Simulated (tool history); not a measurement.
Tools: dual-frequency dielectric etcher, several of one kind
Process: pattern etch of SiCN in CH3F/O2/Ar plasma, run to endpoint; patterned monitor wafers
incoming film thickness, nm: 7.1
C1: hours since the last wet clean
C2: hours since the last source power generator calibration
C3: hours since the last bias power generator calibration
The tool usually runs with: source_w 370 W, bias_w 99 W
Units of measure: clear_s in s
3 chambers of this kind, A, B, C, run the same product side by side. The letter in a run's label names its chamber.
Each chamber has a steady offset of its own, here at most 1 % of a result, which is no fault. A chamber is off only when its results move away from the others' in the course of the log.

run 1B day=0.442 | source_w=370 bias_w=99 | C1=274.3 C2=996 C3=842.3 | clear_s=17.289
run 2A day=0.692 | source_w=370 bias_w=99 | C1=185.5 C2=3646 C3=1401.1 | clear_s=17.552
run 3C day=1.05 | source_w=370 bias_w=99 | C1=257.2 C2=450.7 C3=57.7 | clear_s=17.547
run 4C day=1.529 | source_w=370 bias_w=99 | C1=268.7 C2=462.2 C3=69.2 | clear_s=17.466
run 5B day=1.804 | source_w=370 bias_w=99 | C1=307 C2=1028.7 C3=875 | clear_s=17.397
run 6A day=2.233 | source_w=370 bias_w=99 | C1=222.5 C2=3683 C3=1438.1 | clear_s=17.491
run 7C day=2.554 | source_w=370 bias_w=99 | C1=293.3 C2=486.8 C3=93.8 | clear_s=17.279
run 8A day=2.921 | source_w=370 bias_w=99 | C1=239 C2=3699.5 C3=1454.6 | clear_s=17.52
run 9B day=3.3 | source_w=370 bias_w=99 | C1=342.9 C2=1064.6 C3=910.9 | clear_s=17.319
run 10C day=3.712 | source_w=370 bias_w=99 | C1=321.1 C2=514.6 C3=121.6 | clear_s=17.425
run 11A day=4.025 | source_w=370 bias_w=99 | C1=265.5 C2=3726 C3=1481.1 | clear_s=17.676
run 12B day=4.312 | source_w=370 bias_w=99 | C1=367.2 C2=1088.9 C3=935.2 | clear_s=17.248
run 13A day=4.746 | source_w=370 bias_w=99 | C1=282.8 C2=3743.3 C3=1498.4 | clear_s=17.458
run 14B day=5.192 | source_w=370 bias_w=99 | C1=388.3 C2=1110 C3=956.3 | clear_s=17.277
run 15C day=5.533 | source_w=370 bias_w=99 | C1=364.8 C2=558.3 C3=165.3 | clear_s=17.425
-- day=5.829 chamber B: wet clean of the chamber
run 16A day=5.9 | source_w=370 bias_w=99 | C1=310.5 C2=3771 C3=1526.1 | clear_s=17.375
run 17B day=6.129 | source_w=370 bias_w=99 | C1=7.2 C2=1132.5 C3=978.8 | clear_s=16.49
run 18C day=6.396 | source_w=370 bias_w=99 | C1=385.5 C2=579 C3=186 | clear_s=17.54
run 19B day=6.808 | source_w=370 bias_w=99 | C1=23.5 C2=1148.8 C3=995.1 | clear_s=16.582
run 20A day=7.179 | source_w=370 bias_w=99 | C1=341.2 C2=3801.7 C3=1556.8 | clear_s=17.628
run 21C day=7.588 | source_w=370 bias_w=99 | C1=414.1 C2=607.6 C3=214.6 | clear_s=17.406
run 22C day=7.988 | source_w=420 bias_w=99 | C1=423.7 C2=617.2 C3=224.2 | clear_s=16.45
run 23B day=8.417 | source_w=420 bias_w=99 | C1=62.1 C2=1187.4 C3=1033.7 | clear_s=15.818
run 24A day=8.888 | source_w=420 bias_w=99 | C1=382.2 C2=3842.7 C3=1597.8 | clear_s=16.6
run 25B day=9.317 | source_w=370 bias_w=99 | C1=83.7 C2=1209 C3=1055.3 | clear_s=16.645
run 26A day=9.608 | source_w=300 bias_w=81 | C1=399.5 C2=3860 C3=1615.1 | clear_s=20.294
run 27C day=10.046 | source_w=300 bias_w=81 | C1=473.1 C2=666.6 C3=273.6 | clear_s=20.265
-- day=10.175 chamber C: wet clean of the chamber
run 28A day=10.325 | source_w=300 bias_w=81 | C1=416.7 C2=3877.2 C3=1632.3 | clear_s=20.286
run 29B day=10.6 | source_w=370 bias_w=99 | C1=114.5 C2=1239.8 C3=1086.1 | clear_s=16.681
run 30C day=10.925 | source_w=370 bias_w=99 | C1=18.1 C2=687.7 C3=294.7 | clear_s=17.435
run 31B day=11.15 | source_w=370 bias_w=99 | C1=127.7 C2=1253 C3=1099.3 | clear_s=16.524
run 32A day=11.617 | source_w=370 bias_w=99 | C1=447.7 C2=3908.2 C3=1663.3 | clear_s=17.402
run 33C day=12.05 | source_w=370 bias_w=99 | C1=45.1 C2=714.7 C3=321.7 | clear_s=17.284
run 34A day=12.529 | source_w=370 bias_w=99 | C1=469.6 C2=3930.1 C3=1685.2 | clear_s=17.407
run 35C day=12.967 | source_w=370 bias_w=118 | C1=67.1 C2=736.7 C3=343.7 | clear_s=16.215
run 36B day=13.408 | source_w=370 bias_w=118 | C1=181.9 C2=1307.2 C3=1153.5 | clear_s=15.543
run 37B day=13.717 | source_w=370 bias_w=118 | C1=189.3 C2=1314.6 C3=1160.9 | clear_s=15.498
run 38C day=14.092 | source_w=370 bias_w=99 | C1=94.1 C2=763.7 C3=370.7 | clear_s=17.352
run 39A day=14.462 | source_w=370 bias_w=99 | C1=516 C2=3976.5 C3=1731.6 | clear_s=17.457
run 40C day=14.817 | source_w=370 bias_w=99 | C1=111.5 C2=781.1 C3=388.1 | clear_s=17.316
run 41B day=15.158 | source_w=370 bias_w=99 | C1=223.9 C2=1349.2 C3=1195.5 | clear_s=16.591
run 42A day=15.546 | source_w=370 bias_w=99 | C1=542 C2=4002.5 C3=1757.6 | clear_s=17.497
run 43B day=15.821 | source_w=370 bias_w=99 | C1=239.8 C2=1365.1 C3=1211.4 | clear_s=16.523

Next, all 3 chambers run the settings below, one line each with question marks for the results. What does each chamber give?
run 44A day=16.167 | source_w=370 bias_w=83 | clear_s=?
run 44B day=16.167 | source_w=370 bias_w=83 | clear_s=?
run 44C day=16.167 | source_w=370 bias_w=83 | clear_s=?

run=44A clear_s=18.652
run=44B clear_s=17.66
run=44C clear_s=18.572
